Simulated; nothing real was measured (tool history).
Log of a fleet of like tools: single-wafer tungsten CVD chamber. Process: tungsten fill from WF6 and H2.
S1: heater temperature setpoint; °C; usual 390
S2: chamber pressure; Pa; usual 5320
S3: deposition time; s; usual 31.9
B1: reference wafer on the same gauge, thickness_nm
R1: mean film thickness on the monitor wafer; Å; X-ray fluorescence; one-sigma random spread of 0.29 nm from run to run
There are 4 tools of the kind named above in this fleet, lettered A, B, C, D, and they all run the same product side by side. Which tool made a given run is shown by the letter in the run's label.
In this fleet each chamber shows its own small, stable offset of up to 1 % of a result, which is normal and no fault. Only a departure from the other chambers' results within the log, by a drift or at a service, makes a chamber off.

run,hour,S1,S2,S3,B1,R1
1A,8.1,390,5320,31.9,80.827,877.75
2C,12.9,390,5320,31.9,80.783,882.83
3B,22.9,390,5320,31.9,80.817,884.91
4D,33,390,5320,31.9,80.751,866.92
5D,38.9,390,5320,31.9,80.8,869.28
6C,43.5,390,5320,31.9,80.84,875.32
7A,51.8,390,5320,31.9,80.84,877.74
8B,56.8,390,5320,31.9,80.762,893.56
9A,65.1,390,5320,31.9,80.817,882.1
10C,74.7,390,5320,31.9,80.868,879.94
11B,82.1,390,5320,31.9,80.727,887.92
12D,86.6,401,4733,31.9,80.81,1022.4
13C,95.6,401,4733,31.9,80.814,1019.5
14D,104.5,401,4733,31.9,80.806,1014.8
15A,109.9,401,4733,31.9,80.818,1017.7
16B,119.4,390,5320,31.9,80.816,886.32
17A,126.3,381,5320,34.2,80.809,784.92
18C,133.4,381,5320,34.2,80.839,793.74
19B,141.5,381,5320,34.2,80.761,793.72
20D,149.2,381,5320,34.2,80.859,758.11
21C,154.6,390,5320,31.9,80.843,883.28
22D,162.5,390,5320,31.9,80.851,845.94
23B,167.7,390,5320,31.9,80.832,890.16
24A,174.7,390,5320,31.9,80.797,881.29
25B,184.3,390,5320,31.9,80.811,893.01
26D,192.4,390,5320,31.9,80.794,834.9
27A,200.9,378,5320,31.9,80.803,695.37

Predict what each chamber gives when all 4 of them run the settings below next.
28A,208.4,390,4160,31.9,,?
28B,208.4,390,4160,31.9,,?
28C,208.4,390,4160,31.9,,?
28D,208.4,390,4160,31.9,,?

run,R1
28A,781.52
28B,792.85
28C,782.06
28D,740.58

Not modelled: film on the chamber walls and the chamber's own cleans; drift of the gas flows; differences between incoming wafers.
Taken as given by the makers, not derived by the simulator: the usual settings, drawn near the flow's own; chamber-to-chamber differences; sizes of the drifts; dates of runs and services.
